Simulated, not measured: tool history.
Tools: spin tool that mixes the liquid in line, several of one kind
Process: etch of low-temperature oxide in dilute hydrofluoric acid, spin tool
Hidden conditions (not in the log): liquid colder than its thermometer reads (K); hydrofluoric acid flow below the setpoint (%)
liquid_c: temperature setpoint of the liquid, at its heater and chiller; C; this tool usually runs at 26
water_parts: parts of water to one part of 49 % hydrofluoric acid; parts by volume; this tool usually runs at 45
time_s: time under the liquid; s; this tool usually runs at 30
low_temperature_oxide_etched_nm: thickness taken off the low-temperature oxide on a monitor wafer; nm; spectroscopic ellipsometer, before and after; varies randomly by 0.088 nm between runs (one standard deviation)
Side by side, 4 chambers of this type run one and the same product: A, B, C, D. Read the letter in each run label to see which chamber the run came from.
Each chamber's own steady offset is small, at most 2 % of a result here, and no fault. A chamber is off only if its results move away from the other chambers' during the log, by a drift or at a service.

| run | hour | liquid_c | water_parts | time_s | hours since the thermometer was replaced | hours since the hydrofluoric acid flow meter was replaced | read-back film thickness of the low-temperature oxide reference wafer, read on the same gauge (nm) | low_temperature_oxide_etched_nm |
|---|---|---|---|---|---|---|---|---|
| 1A | 9.1 | 26 | 45 | 30 | 371.3 | 823.9 | 29.974 | 8.7927 |
| 2B | 15.5 | 26 | 45 | 30 | 638.9 | 226.6 | 30.017 | 8.8435 |
| 3D | 24.8 | 26 | 45 | 30 | 714.9 | 1523.9 | 30.002 | 9.0406 |
| 4C | 29.5 | 26 | 45 | 30 | 1314.5 | 323.7 | 30.022 | 8.9519 |
| 5B | 38.6 | 26 | 60 | 40 | 662 | 249.7 | 29.978 | 8.5583 |
| 6C | 47.9 | 26 | 60 | 40 | 1332.9 | 342.1 | 29.983 | 8.6953 |
| 7A | 55.6 | 26 | 60 | 40 | 417.8 | 870.4 | 29.983 | 8.8583 |
| 8D | 63 | 26 | 60 | 40 | 753.1 | 1562.1 | 29.998 | 8.843 |
| 9D | 67.8 | 26 | 45 | 30 | 757.9 | 1566.9 | 30.002 | 9.0615 |
| 10C | 74.3 | 26 | 60 | 15 | 1359.3 | 368.5 | 30.008 | 3.2678 |
| 11A | 81.1 | 26 | 60 | 15 | 443.3 | 895.9 | 29.989 | 3.2808 |
| 12B | 89 | 26 | 60 | 15 | 712.4 | 300.1 | 30.017 | 3.217 |
| 13D | 93.1 | 26 | 60 | 15 | 783.2 | 1592.2 | 30.008 | 3.358 |
| 14A | 99.8 | 26 | 45 | 30 | 462 | 914.6 | 30.011 | 8.8308 |
| 15B | 107.8 | 26 | 45 | 30 | 731.2 | 318.9 | 29.99 | 9.0021 |
| 16C | 116.9 | 27.5 | 45 | 20 | 1401.9 | 411.1 | 29.965 | 6.1014 |
| 17C | 122.3 | 27.5 | 45 | 20 | 1407.3 | 416.5 | 29.999 | 6.1318 |
| 18A | 127.2 | 27.5 | 45 | 20 | 489.4 | 942 | 29.978 | 6.176 |
| 19D | 135.7 | 27.5 | 45 | 20 | 825.8 | 1634.8 | 30.005 | 6.3451 |
| 20B | 143.2 | 26 | 45 | 30 | 766.6 | 354.3 | 30.025 | 9.0054 |
|  | 150.9 | chamber D: hydrofluoric acid flow meter replaced |
| 21D | 151.9 | 26 | 45 | 30 | 842 | 1.1 | 30.018 | 9.091 |
| 22A | 156.4 | 26 | 45 | 30 | 518.6 | 971.2 | 29.968 | 8.8465 |
| 23B | 164.3 | 26 | 45 | 30 | 787.7 | 375.4 | 30.003 | 8.9602 |
| 24C | 170.5 | 26 | 60 | 20 | 1455.5 | 464.7 | 30.008 | 4.2227 |
| 25C | 178.3 | 26 | 60 | 20 | 1463.3 | 472.5 | 30.018 | 4.1785 |
| 26A | 184 | 26 | 60 | 20 | 546.2 | 998.8 | 29.976 | 4.4566 |
| 27D | 188.4 | 26 | 60 | 20 | 878.5 | 37.6 | 29.987 | 4.3383 |
| 28B | 197.9 | 26 | 45 | 30 | 821.3 | 409 | 30.006 | 8.9119 |
| 29D | 205.9 | 26 | 45 | 30 | 896 | 55.1 | 29.98 | 9.1609 |
| 30C | 214.4 | 26 | 45 | 30 | 1499.4 | 508.6 | 30 | 8.2993 |
| 31B | 223.6 | 26 | 45 | 30 | 847 | 434.7 | 29.963 | 8.9657 |
| 32A | 231.3 | 26 | 45 | 30 | 593.5 | 1046.1 | 30.011 | 8.7527 |
| 33A | 238.6 | 26 | 45 | 30 | 600.8 | 1053.4 | 30.023 | 8.8342 |
| 34D | 244.7 | 26 | 45 | 30 | 934.8 | 93.9 | 29.992 | 8.9404 |
| 35B | 254 | 26 | 45 | 30 | 877.4 | 465.1 | 30.009 | 8.9532 |
| 36C | 260.2 | 26 | 45 | 30 | 1545.2 | 554.4 | 30.006 | 8.1555 |
|  | 260.5 | chamber B: hydrofluoric acid flow meter replaced |
| 37A | 265.4 | 26 | 45 | 30 | 627.6 | 1080.2 | 29.989 | 8.895 |
| 38D | 270.2 | 26 | 45 | 30 | 960.3 | 119.4 | 30.024 | 9.1392 |
| 39C | 275.9 | 26 | 45 | 30 | 1560.9 | 570.1 | 29.992 | 8.2529 |
| 40B | 283.2 | 26 | 45 | 30 | 906.6 | 22.7 | 29.99 | 8.8653 |
| 41B | 288.1 | 26 | 45 | 30 | 911.5 | 27.6 | 30.018 | 8.8695 |

Is one chamber out of step, is the gauge drifting, or do the chambers differ by no more than their own small offsets? For an off chamber, give its letter and the likeliest cause.

Little by little, chamber C moves away from the other chambers.
Cause: hydrofluoric acid flow below the setpoint (%) = 8.98.
From this log alone, it may not be told apart from: liquid colder than its thermometer reads (K).

Which of the 4 candidates below, each the usual settings with something changed and its results left as question marks, puts chamber C back in line with what the other chambers give on the usual settings?
In line here means within this much of the mean the other chambers give on the usual settings: low_temperature_oxide_etched_nm 0.31 nm
| 42C-1 | 295 | 25 | 45 | 30 |  |  |  | ? |
| 42C-2 | 295 | 27 | 45 | 30 |  |  |  | ? |
| 42C-3 | 295 | 26 | 50 | 30 |  |  |  | ? |
| 42C-4 | 295 | 28.5 | 45 | 30 |  |  |  | ? |

The other chambers' mean on the usual settings: low_temperature_oxide_etched_nm 8.9407 nm
| run | low_temperature_oxide_etched_nm |
|---|---|
| 42C-1 | 7.7429 |
| 42C-2 | 8.3966 |
| 42C-3 | 7.1991 |
| 42C-4 | 8.919 |
The right change is 42C-4: it brings the chamber back within the allowed miss of the others.
